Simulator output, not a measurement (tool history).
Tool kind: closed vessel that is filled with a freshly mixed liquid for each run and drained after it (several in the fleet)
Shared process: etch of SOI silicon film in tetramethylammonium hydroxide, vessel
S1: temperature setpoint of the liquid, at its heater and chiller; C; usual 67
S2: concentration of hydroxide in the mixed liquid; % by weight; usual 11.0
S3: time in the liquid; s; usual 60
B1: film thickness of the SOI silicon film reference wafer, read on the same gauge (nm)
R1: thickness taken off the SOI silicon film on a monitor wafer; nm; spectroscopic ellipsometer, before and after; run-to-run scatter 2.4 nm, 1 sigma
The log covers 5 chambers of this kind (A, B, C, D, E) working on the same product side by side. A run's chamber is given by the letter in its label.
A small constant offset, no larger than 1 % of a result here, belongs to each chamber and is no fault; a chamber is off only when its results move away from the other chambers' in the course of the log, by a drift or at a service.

| run | hour | S1 | S2 | S3 | B1 | R1 |
|---|---|---|---|---|---|---|
| 1B | 6.3 | 67 | 11.0 | 60 | 79.998 | 344.94 |
| 2C | 11.4 | 67 | 11.0 | 60 | 79.980 | 346.34 |
| 3D | 18.5 | 67 | 11.0 | 60 | 79.985 | 343.09 |
| 4A | 26.6 | 67 | 11.0 | 60 | 79.980 | 346.80 |
| 5E | 34.9 | 67 | 11.0 | 60 | 79.986 | 349.36 |
| 6E | 43.3 | 67 | 11.0 | 60 | 79.986 | 344.52 |
| 7B | 49.7 | 67 | 11.0 | 60 | 80.012 | 345.58 |
| 8C | 56.4 | 67 | 11.0 | 60 | 79.977 | 347.82 |
| 9A | 63.2 | 67 | 11.0 | 60 | 79.992 | 343.99 |
| 10D | 71.8 | 67 | 11.0 | 60 | 80.001 | 346.74 |
| 11A | 77.3 | 67 | 11.0 | 60 | 80.020 | 347.82 |
| 12B | 82.8 | 67 | 11.0 | 60 | 79.964 | 340.12 |
|  | 83.8 | chamber B: thermometer replaced |
| 13E | 90.2 | 67 | 11.0 | 60 | 80.014 | 346.91 |
| 14D | 96.2 | 67 | 11.0 | 60 | 79.969 | 352.60 |
| 15C | 106.2 | 67 | 11.0 | 60 | 80.005 | 347.65 |
| 16E | 111.1 | 67 | 11.0 | 60 | 80.014 | 344.28 |
| 17A | 116.8 | 67 | 11.0 | 60 | 79.963 | 348.78 |
| 18D | 124.9 | 67 | 11.0 | 60 | 79.995 | 343.24 |
| 19B | 131.3 | 67 | 11.0 | 60 | 80.012 | 344.38 |
| 20C | 141.4 | 71 | 11.0 | 85 | 79.972 | 625.38 |
| 21A | 147.9 | 71 | 11.0 | 85 | 80.008 | 624.00 |
| 22C | 152.9 | 71 | 11.0 | 85 | 80.002 | 623.50 |
| 23B | 160.7 | 71 | 11.0 | 85 | 79.966 | 621.10 |
| 24E | 168.9 | 71 | 11.0 | 85 | 80.012 | 618.44 |
| 25D | 177.6 | 67 | 11.0 | 60 | 80.009 | 348.01 |
| 26B | 182.1 | 67 | 11.0 | 60 | 79.972 | 341.25 |
| 27C | 191.1 | 67 | 11.0 | 60 | 79.954 | 349.07 |
| 28A | 196.2 | 67 | 11.0 | 60 | 80.035 | 352.51 |
| 29D | 204.8 | 67 | 11.0 | 60 | 80.021 | 350.69 |
| 30E | 213.2 | 67 | 11.0 | 60 | 79.975 | 347.63 |
| 31E | 218.8 | 67 | 11.0 | 60 | 79.984 | 349.69 |
| 32B | 227.0 | 67 | 11.0 | 60 | 80.003 | 346.44 |

Predict what each chamber gives when all 5 of them run the settings below next.
| 33A | 234.3 | 67 | 14.5 | 60 |  | ? |
| 33B | 234.3 | 67 | 14.5 | 60 |  | ? |
| 33C | 234.3 | 67 | 14.5 | 60 |  | ? |
| 33D | 234.3 | 67 | 14.5 | 60 |  | ? |
| 33E | 234.3 | 67 | 14.5 | 60 |  | ? |

| run | R1 |
|---|---|
| 33A | 305.03 |
| 33B | 304.89 |
| 33C | 303.25 |
| 33D | 309.58 |
| 33E | 304.05 |
